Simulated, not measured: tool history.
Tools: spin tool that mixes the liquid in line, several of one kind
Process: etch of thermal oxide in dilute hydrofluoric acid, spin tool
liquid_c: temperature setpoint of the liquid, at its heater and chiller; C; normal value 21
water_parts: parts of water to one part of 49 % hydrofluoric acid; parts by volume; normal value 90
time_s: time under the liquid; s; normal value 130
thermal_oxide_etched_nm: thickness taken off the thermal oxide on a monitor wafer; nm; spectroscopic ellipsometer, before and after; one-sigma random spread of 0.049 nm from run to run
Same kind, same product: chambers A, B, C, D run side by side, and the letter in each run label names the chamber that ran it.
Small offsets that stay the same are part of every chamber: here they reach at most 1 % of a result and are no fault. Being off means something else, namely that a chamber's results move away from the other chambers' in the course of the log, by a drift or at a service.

run	hour	liquid_c	water_parts	time_s	hours since the thermometer was replaced	hours since the hydrofluoric acid flow meter was replaced	read-back film thickness of the thermal oxide reference wafer, read on the same gauge (nm)	thermal_oxide_etched_nm
1A	7.0	21	90	130	1216.8	491.9	60.012	6.1595
2D	14.1	21	90	130	532.5	202.8	60.039	6.2052
3B	19.6	21	90	130	571.2	319.2	59.983	6.1883
4C	26.0	21	90	130	289.8	1501.5	59.989	6.0952
5C	30.6	21	90	130	294.4	1506.1	59.999	6.1376
6B	35.2	25	90	65	586.8	334.8	60.009	3.6165
7A	42.3	25	90	65	1252.1	527.2	60.008	3.5784
8D	49.0	25	90	65	567.4	237.7	59.991	3.5988
9D	53.4	25	90	65	571.8	242.1	60.005	3.6388
10C	57.9	21	90	130	321.7	1533.4	59.996	6.2012
11A	62.1	21	125	170	1271.9	547.0	60.007	5.4752
12B	68.9	21	125	170	620.5	368.5	59.999	5.7580
13A	75.0	21	125	170	1284.8	559.9	60.000	5.5841
14C	82.7	21	125	170	346.5	1558.2	60.006	5.5348
15B	90.5	21	90	130	642.1	390.1	59.999	6.4603
16D	98.0	21	90	130	616.4	286.7	59.972	6.1299
17A	104.9	21	90	130	1314.7	589.8	59.968	6.1103
18C	109.3	21	90	130	373.1	1584.8	60.027	6.1285
19D	115.0	21	90	130	633.4	303.7	60.010	6.2178
20B	121.7	21	90	130	673.3	421.3	60.036	6.4230
21D	127.6	21	90	130	646.0	316.3	59.986	6.2051
22B	133.3	21	90	130	684.9	432.9	59.993	6.4925
23C	139.6	21	90	130	403.4	1615.1	60.007	6.1353
24A	145.1	21	60	165	1354.9	630.0	59.980	12.0840
25B	151.9	21	60	165	703.5	451.5	59.992	12.8330
26A	155.7	21	60	165	1365.5	640.6	59.995	12.0440
27C	160.6	21	60	165	424.4	1636.1	60.011	12.3850
28D	166.1	21	90	130	684.5	354.8	59.999	6.2290
29A	172.6	21	90	130	1382.4	657.5	60.010	6.1254
# hour 174.3: chamber A: thermometer replaced
30B	178.9	23	60	130	730.5	478.5	59.988	11.1300
31C	183.1	23	60	130	446.9	1658.6	60.004	10.5160
32D	189.6	23	60	130	708.0	378.3	60.006	10.3460
33B	196.4	23	60	130	748.0	496.0	60.015	11.1740
34A	202.4	21	90	130	28.1	687.3	60.002	6.0989
35D	208.5	21	90	130	726.9	397.2	60.011	6.1322
36C	215.8	21	90	130	479.6	1691.3	59.992	6.1393
37C	223.1	21	90	130	486.9	1698.6	60.019	6.1311
38A	227.1	21	90	130	52.8	712.0	60.006	6.1840

Is one chamber out of step, is the gauge drifting, or do the chambers differ by no more than their own small offsets? For an off chamber, give its letter and the likeliest cause.

One chamber, B, drifts off from the rest bit by bit.
Likeliest cause: hydrofluoric acid flow above the setpoint (%) = 10.
The log may not tell that from: liquid hotter than its thermometer reads (K).

Chamber B could run next with any of the 4 candidate recipes listed below; each alters the usual settings, and their results appear as question marks. Which one brings its results back in line with what the other chambers deliver on the usual settings?
Maximum distance from the other chambers' mean on the usual settings for a result to count as in line: thermal_oxide_etched_nm 0.1700 nm
39B-1	233.0	23.5	90	130				?
39B-2	233.0	21.0	90	105				?
39B-3	233.0	21.0	100	130				?
39B-4	233.0	21.0	75	130				?

Mean of the other chambers on the usual settings: thermal_oxide_etched_nm 6.1640 nm
run	thermal_oxide_etched_nm
39B-1	7.5888
39B-2	5.5352
39B-3	6.1130
39B-4	8.3312
39B-3 puts the chamber back in line with the other chambers.
